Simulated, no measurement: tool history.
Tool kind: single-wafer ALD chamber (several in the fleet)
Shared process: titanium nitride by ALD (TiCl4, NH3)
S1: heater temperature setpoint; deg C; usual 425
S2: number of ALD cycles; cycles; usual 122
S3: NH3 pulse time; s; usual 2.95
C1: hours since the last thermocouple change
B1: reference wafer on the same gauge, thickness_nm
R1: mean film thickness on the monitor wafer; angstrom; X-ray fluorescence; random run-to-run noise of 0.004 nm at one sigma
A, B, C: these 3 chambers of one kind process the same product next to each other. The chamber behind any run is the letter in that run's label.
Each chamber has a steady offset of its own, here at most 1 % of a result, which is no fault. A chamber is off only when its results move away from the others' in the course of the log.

run,hour,S1,S2,S3,C1,B1,R1
1C,6.5,425,122,2.95,532.3,2.7101,27.619
2A,18.3,425,122,2.95,939.6,2.7092,27.29
3B,24.3,425,122,2.95,1191.4,2.7083,27.463
4A,31.4,425,122,2.95,952.7,2.7077,27.316
5C,40.8,425,122,2.95,566.6,2.7065,27.53
6B,52,425,122,2.95,1219.1,2.7067,27.364
7B,59.7,425,122,2.95,1226.8,2.7051,27.365
8C,69.8,425,136,2.95,595.6,2.7042,30.656
9A,75.9,425,136,2.95,997.2,2.7032,30.417
10C,83.7,425,136,2.95,609.5,2.7033,30.632
11A,91.6,425,122,2.95,1012.9,2.7029,27.25
12B,102,425,122,2.95,1269.1,2.7024,27.408
13B,113,425,122,2.95,1280.1,2.7002,27.413
14A,124.9,425,122,2.95,1046.2,2.7006,27.213
15C,134.5,425,122,2.95,660.3,2.699,27.386
16C,143.8,425,122,2.95,669.6,2.6977,27.364
17B,154.7,425,122,2.95,1321.8,2.6967,27.315
18A,161.9,425,129,2.95,1083.2,2.6973,28.733
19A,174.7,425,129,2.95,1096,2.6965,28.783
20B,184.1,425,129,2.95,1351.2,2.6953,28.859
21C,191.4,425,122,2.95,717.2,2.6946,27.44
22B,198.6,425,122,2.95,1365.7,2.6937,27.308

Does one chamber stand apart from the rest, does the shared gauge drift, or is all well apart from small per-chamber offsets? Give the chamber and the most likely cause, where there is one.

The gauge drifts, so all chambers seem to drift together. No chamber is off.
Likeliest cause: gauge reads low (%) = 0.616.

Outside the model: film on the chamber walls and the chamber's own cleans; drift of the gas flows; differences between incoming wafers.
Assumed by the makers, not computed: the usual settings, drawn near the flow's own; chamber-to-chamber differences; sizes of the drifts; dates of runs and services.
